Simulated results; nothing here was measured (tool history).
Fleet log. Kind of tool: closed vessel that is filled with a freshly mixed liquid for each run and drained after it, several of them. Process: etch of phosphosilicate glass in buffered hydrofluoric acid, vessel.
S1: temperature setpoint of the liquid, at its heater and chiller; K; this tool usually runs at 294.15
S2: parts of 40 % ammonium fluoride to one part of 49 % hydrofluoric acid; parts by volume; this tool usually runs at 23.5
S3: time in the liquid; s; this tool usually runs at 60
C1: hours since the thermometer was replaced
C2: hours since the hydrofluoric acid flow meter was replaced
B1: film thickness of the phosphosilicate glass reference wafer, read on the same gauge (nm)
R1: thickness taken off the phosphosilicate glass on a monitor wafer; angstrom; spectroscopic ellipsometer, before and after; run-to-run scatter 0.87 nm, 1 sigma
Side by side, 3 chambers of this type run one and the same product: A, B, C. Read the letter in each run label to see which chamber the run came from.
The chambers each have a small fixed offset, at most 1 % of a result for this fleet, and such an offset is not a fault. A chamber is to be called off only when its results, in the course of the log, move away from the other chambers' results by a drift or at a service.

Run 1B, day 0.429: usual settings; C1 676.4; C2 532.7; B1 79.987. Result: R1 1061.4 angstrom.
Run 2A, day 0.808: usual settings; C1 386; C2 576.7; B1 79.983. Result: R1 1071.2 angstrom.
Run 3C, day 1.262: usual settings; C1 791.1; C2 317.8; B1 80.008. Result: R1 1077.8 angstrom.
Run 4C, day 1.729: usual settings; C1 802.3; C2 329; B1 79.99. Result: R1 1068.2 angstrom.
Run 5A, day 2.175: usual settings; C1 418.8; C2 609.5; B1 79.983. Result: R1 1085.7 angstrom.
Run 6B, day 2.738: usual settings; C1 731.8; C2 588.1; B1 79.99. Result: R1 1074.7 angstrom.
Run 7A, day 3.067: usual settings; C1 440.2; C2 630.9; B1 80.036. Result: R1 1080.7 angstrom.
Run 8B, day 3.512: usual settings but S2 30 parts by volume; C1 750.4; C2 606.7; B1 79.974. Result: R1 886.43 angstrom.
Run 9C, day 3.829: usual settings but S2 30 parts by volume; C1 852.7; C2 379.4; B1 79.99. Result: R1 903.76 angstrom.
Run 10C, day 4.196: usual settings but S2 30 parts by volume; C1 861.5; C2 388.2; B1 80.013. Result: R1 887.39 angstrom.
Run 11B, day 4.817: usual settings; C1 781.7; C2 638; B1 79.956. Result: R1 1021 angstrom.
Run 12A, day 5.171: usual settings; C1 490.7; C2 681.4; B1 80.028. Result: R1 1088.7 angstrom.
Run 13A, day 5.608: usual settings but S2 19.5 parts by volume; C1 501.2; C2 691.9; B1 80.017. Result: R1 1241.7 angstrom.
Run 14B, day 5.958: usual settings but S2 19.5 parts by volume; C1 809.1; C2 665.4; B1 80.006. Result: R1 1186.1 angstrom.
Run 15C, day 6.508: usual settings but S2 19.5 parts by volume; C1 917; C2 443.7; B1 79.996. Result: R1 1214 angstrom.
Run 16A, day 6.992: usual settings but S1 291.15 K, S2 27.5 parts by volume; C1 534.4; C2 725.1; B1 79.997. Result: R1 818.79 angstrom.
Run 17C, day 7.525: usual settings but S1 291.15 K, S2 27.5 parts by volume; C1 941.4; C2 468.1; B1 80.015. Result: R1 797.94 angstrom.
Run 18B, day 8.008: usual settings but S1 291.15 K, S2 27.5 parts by volume; C1 858.3; C2 714.6; B1 80.013. Result: R1 763.52 angstrom.
Run 19C, day 8.475: usual settings; C1 964.2; C2 490.9; B1 80.017. Result: R1 1061.2 angstrom.
Run 20B, day 9.033: usual settings; C1 882.9; C2 739.2; B1 80.005. Result: R1 1012.7 angstrom.
Run 21A, day 9.562: usual settings; C1 596.1; C2 786.8; B1 80.034. Result: R1 1066.6 angstrom.
Run 22B, day 10.058: usual settings; C1 907.5; C2 763.8; B1 80.018. Result: R1 989.37 angstrom.

All chambers now run identical settings, listed one chamber a line with results as question marks. What results will each chamber show?
Run 23A, day 10.525: usual settings. Result: R1 ?.
Run 23B, day 10.525: usual settings. Result: R1 ?.
Run 23C, day 10.525: usual settings. Result: R1 ?.

run      R1
23A  1074.7
23B  982.76
23C    1075
